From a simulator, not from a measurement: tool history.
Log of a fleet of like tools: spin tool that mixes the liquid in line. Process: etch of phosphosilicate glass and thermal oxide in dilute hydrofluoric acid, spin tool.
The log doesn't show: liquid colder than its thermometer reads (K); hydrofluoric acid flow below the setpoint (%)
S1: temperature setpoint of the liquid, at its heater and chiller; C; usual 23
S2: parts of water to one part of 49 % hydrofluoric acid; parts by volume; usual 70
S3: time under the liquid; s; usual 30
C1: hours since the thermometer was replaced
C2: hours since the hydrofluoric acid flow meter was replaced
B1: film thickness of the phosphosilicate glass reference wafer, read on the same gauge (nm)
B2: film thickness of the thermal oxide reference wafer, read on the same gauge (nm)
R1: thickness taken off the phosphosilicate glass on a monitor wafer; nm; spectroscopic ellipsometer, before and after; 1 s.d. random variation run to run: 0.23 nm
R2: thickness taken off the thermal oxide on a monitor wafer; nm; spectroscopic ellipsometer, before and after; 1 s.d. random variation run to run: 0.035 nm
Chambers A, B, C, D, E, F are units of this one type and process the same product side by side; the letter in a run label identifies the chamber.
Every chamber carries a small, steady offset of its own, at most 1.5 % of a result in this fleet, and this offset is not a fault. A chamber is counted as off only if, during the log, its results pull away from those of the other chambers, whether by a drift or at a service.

run 1B day=0.158 | S1=23 S2=70 S3=30 | C1=1228.9 C2=310.8 | B1=79.99 B2=50.017 | R1=45.618 R2=1.9698
run 2F day=0.383 | S1=23 S2=70 S3=30 | C1=627 C2=1963.2 | B1=79.969 B2=50.005 | R1=46.497 R2=1.9641
run 3E day=0.533 | S1=23 S2=70 S3=30 | C1=669.9 C2=1569.4 | B1=80.005 B2=50.012 | R1=46.122 R2=2.0368
run 4A day=0.725 | S1=23 S2=70 S3=30 | C1=853.4 C2=1132.6 | B1=79.99 B2=49.995 | R1=46.492 R2=2.0261
run 5C day=0.871 | S1=23 S2=70 S3=30 | C1=831.1 C2=283.4 | B1=80.028 B2=49.986 | R1=45.818 R2=2.0213
run 6D day=1.058 | S1=23 S2=70 S3=15 | C1=992.4 C2=1322.1 | B1=80.027 B2=49.993 | R1=23.163 R2=1.0109
run 7F day=1.371 | S1=23 S2=70 S3=15 | C1=650.7 C2=1986.9 | B1=80.018 B2=50.013 | R1=23.124 R2=1.0131
run 8C day=1.583 | S1=23 S2=70 S3=15 | C1=848.2 C2=300.5 | B1=79.999 B2=49.992 | R1=22.902 R2=0.9864
run 9A day=1.808 | S1=23 S2=70 S3=15 | C1=879.4 C2=1158.6 | B1=80.015 B2=50.003 | R1=22.829 R2=1.0234
run 10E day=1.958 | S1=23 S2=70 S3=15 | C1=704.1 C2=1603.6 | B1=80.013 B2=49.985 | R1=22.874 R2=0.98878
run 11B day=2.125 | S1=23 S2=70 S3=15 | C1=1276.1 C2=358 | B1=80.001 B2=50.003 | R1=22.834 R2=0.98272
run 12D day=2.358 | S1=23 S2=70 S3=30 | C1=1023.6 C2=1353.3 | B1=79.993 B2=50.012 | R1=46.086 R2=2.0457
run 13C day=2.504 | S1=23 S2=70 S3=30 | C1=870.3 C2=322.6 | B1=80.006 B2=50.016 | R1=46.486 R2=1.9816
run 14F day=2.821 | S1=23 S2=70 S3=30 | C1=685.5 C2=2021.7 | B1=79.975 B2=49.992 | R1=45.793 R2=2.047
run 15D day=3.058 | S1=23 S2=70 S3=30 | C1=1040.4 C2=1370.1 | B1=79.997 B2=50.031 | R1=45.862 R2=2.058
run 16E day=3.258 | S1=23 S2=70 S3=30 | C1=735.3 C2=1634.8 | B1=80.006 B2=50.032 | R1=45.811 R2=2.0495
run 17B day=3.55 | S1=23 S2=70 S3=30 | C1=1310.3 C2=392.2 | B1=80.019 B2=50.014 | R1=45.502 R2=2.0193
run 18A day=3.854 | S1=23 S2=70 S3=30 | C1=928.5 C2=1207.7 | B1=79.988 B2=49.989 | R1=45.845 R2=1.9706
-- day=4.008 chamber F: hydrofluoric acid flow meter replaced
run 19A day=4.138 | S1=23 S2=70 S3=30 | C1=935.3 C2=1214.5 | B1=79.985 B2=49.994 | R1=46.025 R2=1.9886
run 20C day=4.346 | S1=23 S2=70 S3=20 | C1=914.5 C2=366.8 | B1=80.002 B2=49.986 | R1=30.469 R2=1.3697
run 21E day=4.629 | S1=23 S2=70 S3=20 | C1=768.2 C2=1667.7 | B1=80.021 B2=49.984 | R1=30.688 R2=1.3762
run 22B day=4.942 | S1=23 S2=70 S3=20 | C1=1343.7 C2=425.6 | B1=80.005 B2=49.996 | R1=30.248 R2=1.3244
run 23D day=5.258 | S1=23 S2=70 S3=20 | C1=1093.2 C2=1422.9 | B1=79.994 B2=49.983 | R1=30.611 R2=1.3419
run 24F day=5.538 | S1=23 S2=70 S3=20 | C1=750.7 C2=36.7 | B1=80.045 B2=49.992 | R1=30.479 R2=1.3638
run 25E day=5.762 | S1=23 S2=70 S3=20 | C1=795.4 C2=1694.9 | B1=80.013 B2=50.016 | R1=30.5 R2=1.3221
run 26F day=6.033 | S1=25.5 S2=70 S3=40 | C1=762.6 C2=48.6 | B1=79.995 B2=50 | R1=68.169 R2=2.9511
-- day=6.271 chamber E: hydrofluoric acid flow meter replaced
run 27D day=6.338 | S1=25.5 S2=70 S3=40 | C1=1119.1 C2=1448.8 | B1=80.031 B2=50 | R1=68.574 R2=3.0321
run 28B day=6.504 | S1=25.5 S2=70 S3=40 | C1=1381.2 C2=463.1 | B1=80.018 B2=50.013 | R1=66.957 R2=2.9352
run 29C day=6.708 | S1=25.5 S2=70 S3=40 | C1=971.2 C2=423.5 | B1=80.041 B2=50.004 | R1=68.302 R2=2.9887
run 30A day=6.896 | S1=25.5 S2=70 S3=40 | C1=1001.5 C2=1280.7 | B1=80.019 B2=50.011 | R1=67.539 R2=2.9547
run 31A day=7.092 | S1=25.5 S2=70 S3=40 | C1=1006.2 C2=1285.4 | B1=79.979 B2=49.995 | R1=67.851 R2=2.9094
run 32C day=7.308 | S1=23 S2=70 S3=30 | C1=985.6 C2=437.9 | B1=79.987 B2=50.006 | R1=46.033 R2=2.01
run 33D day=7.475 | S1=20 S2=70 S3=30 | C1=1146.4 C2=1476.1 | B1=80.004 B2=50.002 | R1=41.046 R2=1.8194
run 34B day=7.617 | S1=20 S2=70 S3=30 | C1=1407.9 C2=489.8 | B1=80.011 B2=49.998 | R1=40.016 R2=1.804
run 35E day=7.846 | S1=20 S2=70 S3=30 | C1=845.4 C2=37.9 | B1=80.025 B2=50.005 | R1=40.586 R2=1.7967
run 36F day=8.096 | S1=20 S2=70 S3=30 | C1=812.1 C2=98.1 | B1=79.986 B2=50.003 | R1=40.999 R2=1.8052
run 37B day=8.383 | S1=20 S2=70 S3=30 | C1=1426.3 C2=508.2 | B1=79.997 B2=50.01 | R1=40.144 R2=1.7967
run 38F day=8.688 | S1=20 S2=70 S3=30 | C1=826.3 C2=112.3 | B1=79.985 B2=49.974 | R1=40.776 R2=1.7517
run 39C day=8.917 | S1=23 S2=70 S3=30 | C1=1024.2 C2=476.5 | B1=79.989 B2=50.003 | R1=45.938 R2=2.0474
-- day=8.954 chamber B: hydrofluoric acid flow meter replaced
-- day=9.046 chamber D: hydrofluoric acid flow meter replaced
run 40E day=9.083 | S1=23 S2=70 S3=30 | C1=875.1 C2=67.6 | B1=79.966 B2=50.002 | R1=45.654 R2=2.0131
run 41D day=9.392 | S1=23 S2=70 S3=30 | C1=1192.4 C2=8.3 | B1=80.014 B2=50.01 | R1=46.206 R2=2.0531
run 42A day=9.671 | S1=23 S2=70 S3=30 | C1=1068.1 C2=1347.3 | B1=80.004 B2=50.008 | R1=45.529 R2=2.032
run 43C day=9.879 | S1=23 S2=70 S3=30 | C1=1047.3 C2=499.6 | B1=80.002 B2=49.981 | R1=45.952 R2=1.9929
run 44B day=10.033 | S1=23 S2=35 S3=30 | C1=1465.9 C2=25.9 | B1=80.001 B2=49.986 | R1=95.126 R2=4.2349

Decide between three cases: one chamber stands off from its peers, the gauge reading all wafers drifts, or nothing is wrong past each chamber's small offset. Where a chamber is off, say which and what most likely put it there.

The fleet is healthy, with each chamber sitting at its usual small offset and no drift in the gauge.
